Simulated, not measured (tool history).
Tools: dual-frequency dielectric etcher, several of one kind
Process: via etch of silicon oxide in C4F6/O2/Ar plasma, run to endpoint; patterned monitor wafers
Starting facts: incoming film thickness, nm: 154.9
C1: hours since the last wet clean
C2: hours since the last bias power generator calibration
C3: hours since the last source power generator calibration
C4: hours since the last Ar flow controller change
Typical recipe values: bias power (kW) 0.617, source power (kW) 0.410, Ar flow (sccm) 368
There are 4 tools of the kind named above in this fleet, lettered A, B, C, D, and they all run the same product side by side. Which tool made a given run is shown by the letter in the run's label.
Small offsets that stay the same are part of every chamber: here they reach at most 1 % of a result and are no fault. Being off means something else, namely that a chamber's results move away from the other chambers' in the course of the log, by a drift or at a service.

run 1D day=0.567 | bias_power_(kW)=0.617 source_power_(kW)=0.410 Ar_flow_(sccm)=368 | C1=102.3 C2=891.7 C3=2946.3 C4=1891.4 | endpoint_time_(s)=31.648
run 2C day=0.900 | bias_power_(kW)=0.617 source_power_(kW)=0.410 Ar_flow_(sccm)=368 | C1=114.1 C2=1380.9 C3=1915.9 C4=2732.6 | endpoint_time_(s)=31.922
run 3B day=1.475 | bias_power_(kW)=0.617 source_power_(kW)=0.410 Ar_flow_(sccm)=368 | C1=98.0 C2=1915.6 C3=3384.5 C4=1515.7 | endpoint_time_(s)=31.938
run 4A day=1.788 | bias_power_(kW)=0.617 source_power_(kW)=0.410 Ar_flow_(sccm)=368 | C1=101.2 C2=1889.6 C3=1422.3 C4=1518.8 | endpoint_time_(s)=31.703
run 5D day=2.054 | bias_power_(kW)=0.617 source_power_(kW)=0.410 Ar_flow_(sccm)=368 | C1=138.0 C2=927.4 C3=2982.0 C4=1927.1 | endpoint_time_(s)=31.859
run 6C day=2.538 | bias_power_(kW)=0.552 source_power_(kW)=0.460 Ar_flow_(sccm)=368 | C1=153.4 C2=1420.2 C3=1955.2 C4=2771.9 | endpoint_time_(s)=32.243
run 7B day=2.921 | bias_power_(kW)=0.552 source_power_(kW)=0.460 Ar_flow_(sccm)=368 | C1=132.7 C2=1950.3 C3=3419.2 C4=1550.4 | endpoint_time_(s)=32.062
run 8A day=3.438 | bias_power_(kW)=0.552 source_power_(kW)=0.460 Ar_flow_(sccm)=368 | C1=140.8 C2=1929.2 C3=1461.9 C4=1558.4 | endpoint_time_(s)=32.233
run 9D day=3.929 | bias_power_(kW)=0.552 source_power_(kW)=0.460 Ar_flow_(sccm)=368 | C1=183.0 C2=972.4 C3=3027.0 C4=1972.1 | endpoint_time_(s)=32.034
-- day=4.058 chamber D: Ar flow controller replaced
run 10B day=4.354 | bias_power_(kW)=0.617 source_power_(kW)=0.410 Ar_flow_(sccm)=368 | C1=167.1 C2=1984.7 C3=3453.6 C4=1584.8 | endpoint_time_(s)=31.525
run 11C day=4.754 | bias_power_(kW)=0.764 source_power_(kW)=0.410 Ar_flow_(sccm)=368 | C1=206.6 C2=1473.4 C3=2008.4 C4=2825.1 | endpoint_time_(s)=29.366
-- day=4.846 chamber A: bias power generator calibrated
run 12A day=5.058 | bias_power_(kW)=0.764 source_power_(kW)=0.410 Ar_flow_(sccm)=368 | C1=179.7 C2=5.1 C3=1500.8 C4=1597.3 | endpoint_time_(s)=29.494
run 13D day=5.646 | bias_power_(kW)=0.764 source_power_(kW)=0.410 Ar_flow_(sccm)=368 | C1=224.2 C2=1013.6 C3=3068.2 C4=38.2 | endpoint_time_(s)=29.154
run 14A day=6.162 | bias_power_(kW)=0.764 source_power_(kW)=0.410 Ar_flow_(sccm)=368 | C1=206.2 C2=31.6 C3=1527.3 C4=1623.8 | endpoint_time_(s)=29.094
run 15B day=6.454 | bias_power_(kW)=0.617 source_power_(kW)=0.410 Ar_flow_(sccm)=368 | C1=217.5 C2=2035.1 C3=3504.0 C4=1635.2 | endpoint_time_(s)=32.318
run 16C day=6.900 | bias_power_(kW)=0.617 source_power_(kW)=0.410 Ar_flow_(sccm)=368 | C1=258.1 C2=1524.9 C3=2059.9 C4=2876.6 | endpoint_time_(s)=31.729
run 17B day=7.367 | bias_power_(kW)=0.617 source_power_(kW)=0.410 Ar_flow_(sccm)=368 | C1=239.4 C2=2057.0 C3=3525.9 C4=1657.1 | endpoint_time_(s)=32.518
run 18A day=7.888 | bias_power_(kW)=0.617 source_power_(kW)=0.410 Ar_flow_(sccm)=368 | C1=247.6 C2=73.0 C3=1568.7 C4=1665.2 | endpoint_time_(s)=31.920
run 19D day=8.346 | bias_power_(kW)=0.617 source_power_(kW)=0.410 Ar_flow_(sccm)=368 | C1=289.0 C2=1078.4 C3=3133.0 C4=103.0 | endpoint_time_(s)=31.885
run 20C day=8.842 | bias_power_(kW)=0.617 source_power_(kW)=0.410 Ar_flow_(sccm)=368 | C1=304.7 C2=1571.5 C3=2106.5 C4=2923.2 | endpoint_time_(s)=31.643
run 21C day=9.338 | bias_power_(kW)=0.617 source_power_(kW)=0.410 Ar_flow_(sccm)=368 | C1=316.6 C2=1583.4 C3=2118.4 C4=2935.1 | endpoint_time_(s)=31.898
run 22B day=9.817 | bias_power_(kW)=0.617 source_power_(kW)=0.410 Ar_flow_(sccm)=368 | C1=298.2 C2=2115.8 C3=3584.7 C4=1715.9 | endpoint_time_(s)=31.811
run 23A day=10.408 | bias_power_(kW)=0.617 source_power_(kW)=0.410 Ar_flow_(sccm)=368 | C1=308.1 C2=133.5 C3=1629.2 C4=1725.7 | endpoint_time_(s)=31.619
run 24D day=10.733 | bias_power_(kW)=0.617 source_power_(kW)=0.410 Ar_flow_(sccm)=368 | C1=346.3 C2=1135.7 C3=3190.3 C4=160.3 | endpoint_time_(s)=32.150
run 25B day=11.067 | bias_power_(kW)=0.617 source_power_(kW)=0.410 Ar_flow_(sccm)=368 | C1=328.2 C2=2145.8 C3=3614.7 C4=1745.9 | endpoint_time_(s)=31.997
run 26C day=11.454 | bias_power_(kW)=0.678 source_power_(kW)=0.460 Ar_flow_(sccm)=368 | C1=367.4 C2=1634.2 C3=2169.2 C4=2985.9 | endpoint_time_(s)=29.355
run 27A day=11.975 | bias_power_(kW)=0.678 source_power_(kW)=0.460 Ar_flow_(sccm)=368 | C1=345.7 C2=171.1 C3=1666.8 C4=1763.3 | endpoint_time_(s)=29.499
run 28D day=12.333 | bias_power_(kW)=0.678 source_power_(kW)=0.460 Ar_flow_(sccm)=368 | C1=384.7 C2=1174.1 C3=3228.7 C4=198.7 | endpoint_time_(s)=29.472
run 29B day=12.596 | bias_power_(kW)=0.678 source_power_(kW)=0.460 Ar_flow_(sccm)=368 | C1=364.9 C2=2182.5 C3=3651.4 C4=1782.6 | endpoint_time_(s)=29.612
run 30C day=13.150 | bias_power_(kW)=0.617 source_power_(kW)=0.410 Ar_flow_(sccm)=368 | C1=408.1 C2=1674.9 C3=2209.9 C4=3026.6 | endpoint_time_(s)=32.301
-- day=13.188 chamber B: wet clean of the chamber
-- day=13.300 chamber B: source power generator calibrated
run 31A day=13.608 | bias_power_(kW)=0.617 source_power_(kW)=0.410 Ar_flow_(sccm)=368 | C1=384.9 C2=210.3 C3=1706.0 C4=1802.5 | endpoint_time_(s)=31.997
run 32D day=14.096 | bias_power_(kW)=0.617 source_power_(kW)=0.410 Ar_flow_(sccm)=368 | C1=427.0 C2=1216.4 C3=3271.0 C4=241.0 | endpoint_time_(s)=31.563
run 33B day=14.692 | bias_power_(kW)=0.617 source_power_(kW)=0.410 Ar_flow_(sccm)=368 | C1=36.2 C2=2232.8 C3=33.4 C4=1832.9 | endpoint_time_(s)=32.181
run 34D day=15.033 | bias_power_(kW)=0.617 source_power_(kW)=0.410 Ar_flow_(sccm)=368 | C1=449.5 C2=1238.9 C3=3293.5 C4=263.5 | endpoint_time_(s)=31.795
-- day=15.046 chamber D: wet clean of the chamber
run 35A day=15.417 | bias_power_(kW)=0.617 source_power_(kW)=0.410 Ar_flow_(sccm)=368 | C1=428.3 C2=253.7 C3=1749.4 C4=1845.9 | endpoint_time_(s)=31.686
run 36C day=15.850 | bias_power_(kW)=0.617 source_power_(kW)=0.370 Ar_flow_(sccm)=432 | C1=472.9 C2=1739.7 C3=2274.7 C4=3091.4 | endpoint_time_(s)=33.335
-- day=16.171 chamber C: wet clean of the chamber
run 37A day=16.438 | bias_power_(kW)=0.617 source_power_(kW)=0.370 Ar_flow_(sccm)=432 | C1=452.8 C2=278.2 C3=1773.9 C4=1870.4 | endpoint_time_(s)=34.212
-- day=16.679 chamber A: wet clean of the chamber
run 38D day=16.833 | bias_power_(kW)=0.617 source_power_(kW)=0.370 Ar_flow_(sccm)=432 | C1=42.9 C2=1282.1 C3=3336.7 C4=306.7 | endpoint_time_(s)=33.622
run 39B day=17.104 | bias_power_(kW)=0.617 source_power_(kW)=0.370 Ar_flow_(sccm)=432 | C1=94.1 C2=2290.7 C3=91.3 C4=1890.8 | endpoint_time_(s)=33.946
run 40C day=17.388 | bias_power_(kW)=0.617 source_power_(kW)=0.410 Ar_flow_(sccm)=368 | C1=29.3 C2=1776.6 C3=2311.6 C4=3128.3 | endpoint_time_(s)=31.555
run 41C day=17.654 | bias_power_(kW)=0.666 source_power_(kW)=0.410 Ar_flow_(sccm)=323 | C1=35.7 C2=1783.0 C3=2318.0 C4=3134.7 | endpoint_time_(s)=30.754
run 42A day=18.092 | bias_power_(kW)=0.666 source_power_(kW)=0.410 Ar_flow_(sccm)=323 | C1=33.9 C2=317.9 C3=1813.6 C4=1910.1 | endpoint_time_(s)=30.371
run 43B day=18.658 | bias_power_(kW)=0.666 source_power_(kW)=0.410 Ar_flow_(sccm)=323 | C1=131.4 C2=2328.0 C3=128.6 C4=1928.1 | endpoint_time_(s)=30.700

Each of the 4 chambers runs these same settings next. Fill in every chamber's results:
run 44A day=19.088 | bias_power_(kW)=0.617 source_power_(kW)=0.410 Ar_flow_(sccm)=368 | endpoint_time_(s)=?
run 44B day=19.088 | bias_power_(kW)=0.617 source_power_(kW)=0.410 Ar_flow_(sccm)=368 | endpoint_time_(s)=?
run 44C day=19.088 | bias_power_(kW)=0.617 source_power_(kW)=0.410 Ar_flow_(sccm)=368 | endpoint_time_(s)=?
run 44D day=19.088 | bias_power_(kW)=0.617 source_power_(kW)=0.410 Ar_flow_(sccm)=368 | endpoint_time_(s)=?

run=44A endpoint_time_(s)=32.038
run=44B endpoint_time_(s)=32.114
run=44C endpoint_time_(s)=31.808
run=44D endpoint_time_(s)=31.717

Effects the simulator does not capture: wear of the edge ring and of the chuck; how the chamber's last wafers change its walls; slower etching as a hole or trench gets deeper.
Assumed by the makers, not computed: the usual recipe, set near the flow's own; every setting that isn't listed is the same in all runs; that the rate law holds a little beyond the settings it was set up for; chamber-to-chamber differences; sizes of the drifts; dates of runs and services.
